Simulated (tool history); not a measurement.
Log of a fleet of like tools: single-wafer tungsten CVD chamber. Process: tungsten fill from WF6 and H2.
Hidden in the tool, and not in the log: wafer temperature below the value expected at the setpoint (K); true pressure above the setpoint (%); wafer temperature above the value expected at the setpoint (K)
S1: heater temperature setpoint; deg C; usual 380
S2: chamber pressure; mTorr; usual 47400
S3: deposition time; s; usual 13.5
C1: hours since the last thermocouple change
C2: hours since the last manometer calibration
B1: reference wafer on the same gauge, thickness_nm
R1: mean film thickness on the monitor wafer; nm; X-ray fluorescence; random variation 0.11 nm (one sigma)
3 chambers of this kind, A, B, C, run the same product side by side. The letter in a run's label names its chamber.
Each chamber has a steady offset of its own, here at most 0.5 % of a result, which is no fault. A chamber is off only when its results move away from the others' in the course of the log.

| run | day | S1 | S2 | S3 | C1 | C2 | B1 | R1 |
|---|---|---|---|---|---|---|---|---|
| 1C | 0.375 | 380 | 47400 | 13.5 | 1878.3 | 200.1 | 35.617 | 32.911 |
| 2B | 0.729 | 380 | 47400 | 13.5 | 594.0 | 732.8 | 35.578 | 32.979 |
| 3A | 1.125 | 380 | 47400 | 13.5 | 672.3 | 733.2 | 35.598 | 32.727 |
| 4C | 1.688 | 380 | 47400 | 13.5 | 1909.8 | 231.6 | 35.612 | 32.558 |
| 5A | 2.221 | 380 | 47400 | 13.5 | 698.6 | 759.5 | 35.599 | 32.864 |
| 6B | 2.671 | 394 | 56000 | 13.5 | 640.6 | 779.4 | 35.571 | 46.751 |
| 7C | 3.296 | 394 | 56000 | 13.5 | 1948.4 | 270.2 | 35.599 | 46.044 |
| 8B | 3.771 | 394 | 56000 | 13.5 | 667.0 | 805.8 | 35.628 | 46.660 |
| 9A | 4.375 | 380 | 47400 | 13.5 | 750.3 | 811.2 | 35.572 | 32.909 |
| 10B | 4.842 | 380 | 47400 | 13.5 | 692.7 | 831.5 | 35.609 | 32.918 |
| 11C | 5.408 | 380 | 47400 | 13.5 | 1999.1 | 320.9 | 35.628 | 32.754 |
| 12A | 5.812 | 380 | 47400 | 13.5 | 784.8 | 845.7 | 35.578 | 32.748 |
| 13A | 6.233 | 380 | 47400 | 13.5 | 794.9 | 855.8 | 35.647 | 32.817 |
|  | 6.479 | chamber C: thermocouple changed; heater temperature recalibrated |
| 14B | 6.771 | 380 | 47400 | 13.5 | 739.0 | 877.8 | 35.575 | 33.062 |
| 15C | 7.279 | 380 | 47400 | 13.5 | 19.2 | 365.8 | 35.591 | 31.728 |
| 16B | 7.883 | 380 | 36400 | 13.5 | 765.7 | 904.5 | 35.578 | 29.349 |
| 17C | 8.429 | 380 | 36400 | 13.5 | 46.8 | 393.4 | 35.590 | 28.218 |
| 18A | 8.808 | 380 | 36400 | 13.5 | 856.7 | 917.6 | 35.597 | 28.917 |
| 19A | 9.446 | 380 | 47400 | 13.5 | 872.0 | 932.9 | 35.615 | 32.911 |
| 20B | 10.042 | 380 | 47400 | 13.5 | 817.5 | 956.3 | 35.613 | 33.000 |

Next, every chamber runs the same settings. What will each give?
| 21A | 10.517 | 380 | 42900 | 13.5 |  |  |  | ? |
| 21B | 10.517 | 380 | 42900 | 13.5 |  |  |  | ? |
| 21C | 10.517 | 380 | 42900 | 13.5 |  |  |  | ? |

| run | R1 |
|---|---|
| 21A | 31.458 |
| 21B | 31.630 |
| 21C | 30.182 |

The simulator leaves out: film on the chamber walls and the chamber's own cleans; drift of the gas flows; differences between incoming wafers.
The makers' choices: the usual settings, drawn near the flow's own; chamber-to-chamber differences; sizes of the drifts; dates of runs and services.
